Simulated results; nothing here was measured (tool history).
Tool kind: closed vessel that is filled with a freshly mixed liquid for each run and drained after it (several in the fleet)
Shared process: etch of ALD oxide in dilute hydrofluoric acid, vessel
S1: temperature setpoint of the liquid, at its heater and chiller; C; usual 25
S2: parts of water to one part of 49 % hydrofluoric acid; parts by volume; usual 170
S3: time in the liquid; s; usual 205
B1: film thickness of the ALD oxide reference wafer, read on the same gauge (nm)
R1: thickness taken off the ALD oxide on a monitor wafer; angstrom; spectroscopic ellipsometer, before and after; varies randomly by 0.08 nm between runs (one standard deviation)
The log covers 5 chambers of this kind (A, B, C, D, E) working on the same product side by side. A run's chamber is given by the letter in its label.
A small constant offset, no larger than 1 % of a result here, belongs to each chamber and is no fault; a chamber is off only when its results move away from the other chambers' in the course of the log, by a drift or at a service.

| run | hour | S1 | S2 | S3 | B1 | R1 |
|---|---|---|---|---|---|---|
| 1D | 8.2 | 25 | 170 | 205 | 89.977 | 133.04 |
| 2A | 23.7 | 25 | 170 | 205 | 90.029 | 133.1 |
| 3C | 39.4 | 25 | 170 | 205 | 90.022 | 135.68 |
| 4B | 48.4 | 25 | 170 | 205 | 90.024 | 133.72 |
|  | 54.3 | chamber A: hydrofluoric acid flow meter replaced |
| 5E | 59.6 | 25 | 170 | 205 | 89.981 | 133.74 |
| 6A | 71 | 25 | 170 | 205 | 90.033 | 130.76 |
| 7D | 86.1 | 25 | 170 | 205 | 89.991 | 133.55 |
| 8B | 93.4 | 25 | 170 | 205 | 89.991 | 132.44 |
| 9C | 105.6 | 25 | 170 | 205 | 90.012 | 135.22 |
| 10E | 119.6 | 25 | 170 | 205 | 89.974 | 134.36 |
| 11A | 133.7 | 25 | 170 | 205 | 89.995 | 133.72 |
| 12E | 142.5 | 25 | 170 | 205 | 90.012 | 133.66 |
|  | 143.4 | chamber D: hydrofluoric acid flow meter replaced |
| 13B | 153.6 | 25 | 170 | 205 | 90.009 | 133.1 |
| 14D | 162.1 | 25 | 170 | 205 | 89.999 | 132.1 |
| 15C | 169.3 | 25 | 170 | 205 | 90.025 | 134.5 |
| 16A | 185.3 | 25 | 170 | 205 | 89.971 | 132.6 |
| 17D | 201.1 | 29 | 170 | 145 | 90.012 | 109.07 |
| 18E | 208.8 | 29 | 170 | 145 | 89.99 | 109.25 |
| 19B | 224.4 | 29 | 170 | 145 | 90.031 | 110.07 |
| 20C | 236.1 | 29 | 170 | 145 | 90.012 | 109.38 |
| 21B | 250.8 | 29 | 170 | 145 | 90.015 | 109.28 |
| 22C | 265.4 | 25 | 170 | 205 | 90.039 | 135.86 |
| 23E | 279.5 | 25 | 170 | 205 | 90.024 | 134.95 |
| 24A | 291.5 | 25 | 170 | 205 | 90.01 | 132.76 |
| 25D | 302.3 | 25 | 170 | 205 | 89.998 | 133.19 |
|  | 303.9 | chamber E: hydrofluoric acid flow meter replaced |
| 26B | 314.2 | 25 | 170 | 205 | 90.035 | 133.69 |
| 27A | 324.6 | 25 | 170 | 205 | 90.004 | 134.22 |
| 28C | 335.5 | 25 | 170 | 205 | 90.004 | 133.85 |
| 29D | 350.8 | 25 | 170 | 205 | 89.977 | 133.36 |
| 30E | 366.9 | 25 | 170 | 205 | 89.974 | 133.16 |
| 31A | 374.9 | 25 | 135 | 85 | 89.982 | 71.763 |
| 32D | 385.1 | 25 | 135 | 85 | 90.012 | 72.891 |

The same settings go to every chamber for the next run, one line per chamber below. Forecast the results for each:
| 33A | 396.8 | 25 | 115 | 205 |  | ? |
| 33B | 396.8 | 25 | 115 | 205 |  | ? |
| 33C | 396.8 | 25 | 115 | 205 |  | ? |
| 33D | 396.8 | 25 | 115 | 205 |  | ? |
| 33E | 396.8 | 25 | 115 | 205 |  | ? |

| run | R1 |
|---|---|
| 33A | 208.18 |
| 33B | 212.38 |
| 33C | 212.09 |
| 33D | 209.78 |
| 33E | 210.97 |

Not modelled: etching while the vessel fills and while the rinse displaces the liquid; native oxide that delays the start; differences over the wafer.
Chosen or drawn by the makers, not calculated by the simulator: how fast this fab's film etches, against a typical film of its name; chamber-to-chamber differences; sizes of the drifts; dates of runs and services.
